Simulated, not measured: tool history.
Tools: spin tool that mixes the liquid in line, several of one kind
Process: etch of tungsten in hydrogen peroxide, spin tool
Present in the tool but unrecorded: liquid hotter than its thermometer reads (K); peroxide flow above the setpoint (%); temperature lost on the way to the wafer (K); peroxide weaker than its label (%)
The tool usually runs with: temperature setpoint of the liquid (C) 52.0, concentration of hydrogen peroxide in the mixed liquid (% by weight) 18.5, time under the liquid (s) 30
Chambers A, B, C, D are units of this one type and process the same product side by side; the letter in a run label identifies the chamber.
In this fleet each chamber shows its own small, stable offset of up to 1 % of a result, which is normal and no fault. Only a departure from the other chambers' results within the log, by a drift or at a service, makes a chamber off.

| run | hour | temperature setpoint of the liquid (C) | concentration of hydrogen peroxide in the mixed liquid (% by weight) | time under the liquid (s) | hours since the thermometer was replaced | hours since the peroxide flow meter was replaced | hours since the heated supply line was repaired | hours since the drum of peroxide was connected | read-back film thickness of the tungsten reference wafer, read on the same gauge (nm) | thickness taken off the tungsten on a monitor wafer (Å) |
|---|---|---|---|---|---|---|---|---|---|---|
| 1A | 5.7 | 52.0 | 18.5 | 30 | 308.2 | 213.4 | 1520.2 | 545.2 | 79.986 | 460.98 |
| 2C | 10.8 | 52.0 | 18.5 | 30 | 143.7 | 1011.4 | 877.9 | 584.9 | 79.985 | 450.28 |
| 3D | 14.0 | 52.0 | 18.5 | 30 | 2041.9 | 146.1 | 1392.6 | 691.7 | 80.023 | 451.78 |
| 4B | 19.3 | 52.0 | 18.5 | 30 | 470.9 | 1917.9 | 1489.7 | 1119.1 | 80.020 | 454.17 |
| 5A | 25.1 | 52.0 | 18.5 | 30 | 327.6 | 232.8 | 1539.6 | 564.6 | 80.020 | 457.16 |
| 6D | 30.9 | 52.0 | 18.5 | 30 | 2058.8 | 163.0 | 1409.5 | 708.6 | 79.989 | 457.94 |
| 7C | 34.9 | 52.0 | 18.5 | 30 | 167.8 | 1035.5 | 902.0 | 609.0 | 80.004 | 456.61 |
| 8B | 40.5 | 52.0 | 18.5 | 30 | 492.1 | 1939.1 | 1510.9 | 1140.3 | 79.998 | 456.40 |
|  | 44.4 | chamber B: heated supply line repaired |
| 9A | 44.6 | 52.0 | 18.5 | 30 | 347.1 | 252.3 | 1559.1 | 584.1 | 79.994 | 461.55 |
| 10B | 48.3 | 52.0 | 18.5 | 30 | 499.9 | 1946.9 | 3.9 | 1148.1 | 80.009 | 458.51 |
| 11D | 51.9 | 52.0 | 18.5 | 30 | 2079.8 | 184.0 | 1430.5 | 729.6 | 79.999 | 458.83 |
| 12C | 57.6 | 60.5 | 18.5 | 30 | 190.5 | 1058.2 | 924.7 | 631.7 | 80.017 | 749.46 |
|  | 59.2 | chamber D: new drum of peroxide connected |
| 13C | 60.4 | 60.5 | 18.5 | 30 | 193.3 | 1061.0 | 927.5 | 634.5 | 80.005 | 747.17 |
| 14D | 63.7 | 60.5 | 18.5 | 30 | 2091.6 | 195.8 | 1442.3 | 4.5 | 80.006 | 761.55 |
| 15B | 67.9 | 60.5 | 18.5 | 30 | 519.5 | 1966.5 | 23.5 | 1167.7 | 79.980 | 744.65 |
| 16A | 71.4 | 52.0 | 18.5 | 30 | 373.9 | 279.1 | 1585.9 | 610.9 | 80.025 | 454.72 |
| 17A | 75.4 | 52.0 | 18.5 | 30 | 377.9 | 283.1 | 1589.9 | 614.9 | 79.982 | 452.15 |
| 18B | 80.6 | 48.0 | 20.0 | 30 | 532.2 | 1979.2 | 36.2 | 1180.4 | 80.017 | 366.06 |
| 19C | 85.3 | 48.0 | 20.0 | 30 | 218.2 | 1085.9 | 952.4 | 659.4 | 80.000 | 368.44 |
|  | 89.9 | chamber B: peroxide flow meter replaced |
| 20D | 90.9 | 48.0 | 20.0 | 30 | 2118.8 | 223.0 | 1469.5 | 31.7 | 79.999 | 393.37 |
| 21C | 96.3 | 48.0 | 20.0 | 30 | 229.2 | 1096.9 | 963.4 | 670.4 | 79.978 | 369.58 |
| 22D | 99.4 | 55.5 | 18.5 | 45 | 2127.3 | 231.5 | 1478.0 | 40.2 | 79.991 | 883.41 |
| 23A | 102.9 | 55.5 | 18.5 | 45 | 405.4 | 310.6 | 1617.4 | 642.4 | 80.004 | 829.70 |
| 24B | 107.6 | 55.5 | 18.5 | 45 | 559.2 | 17.8 | 63.2 | 1207.4 | 80.008 | 830.85 |
| 25B | 111.0 | 55.5 | 18.5 | 45 | 562.6 | 21.2 | 66.6 | 1210.8 | 79.988 | 842.34 |
|  | 114.7 | chamber C: new drum of peroxide connected |
| 26C | 116.2 | 52.0 | 18.5 | 30 | 249.1 | 1116.8 | 983.3 | 1.5 | 80.004 | 458.73 |
| 27D | 119.9 | 61.5 | 18.5 | 40 | 2147.8 | 252.0 | 1498.5 | 60.7 | 80.015 | 1109.60 |
| 28A | 123.6 | 61.5 | 18.5 | 40 | 426.1 | 331.3 | 1638.1 | 663.1 | 79.973 | 1069.40 |
| 29A | 126.5 | 61.5 | 18.5 | 40 | 429.0 | 334.2 | 1641.0 | 666.0 | 80.007 | 1071.00 |
| 30B | 131.0 | 61.5 | 18.5 | 40 | 582.6 | 41.2 | 86.6 | 1230.8 | 80.004 | 1061.00 |

What goes on in this fleet: one chamber off, a drifting gauge, or nothing beyond the chambers' own small offsets? Name the chamber and the cause, if any.

Little by little, chamber D moves away from the other chambers.
Cause: liquid hotter than its thermometer reads (K) = 1.33.

Which of the 4 candidates below, each the usual settings with something changed and its results left as question marks, puts chamber D back in line with what the other chambers give on the usual settings?
In line here means within this much of the mean the other chambers give on the usual settings: thickness taken off the tungsten on a monitor wafer (Å) 13.00
| 31D-1 | 135.2 | 52.0 | 19.5 | 30 |  |  |  |  |  | ? |
| 31D-2 | 135.2 | 52.0 | 17.5 | 30 |  |  |  |  |  | ? |
| 31D-3 | 135.2 | 53.5 | 18.5 | 30 |  |  |  |  |  | ? |
| 31D-4 | 135.2 | 50.5 | 18.5 | 30 |  |  |  |  |  | ? |

Usual-settings mean across the other chambers: thickness taken off the tungsten on a monitor wafer (Å) 454.43
| run | thickness taken off the tungsten on a monitor wafer (Å) |
|---|---|
| 31D-1 | 505.99 |
| 31D-2 | 479.53 |
| 31D-3 | 538.42 |
| 31D-4 | 450.66 |
Change 31D-4 lands the chamber within the allowed miss of the other chambers.
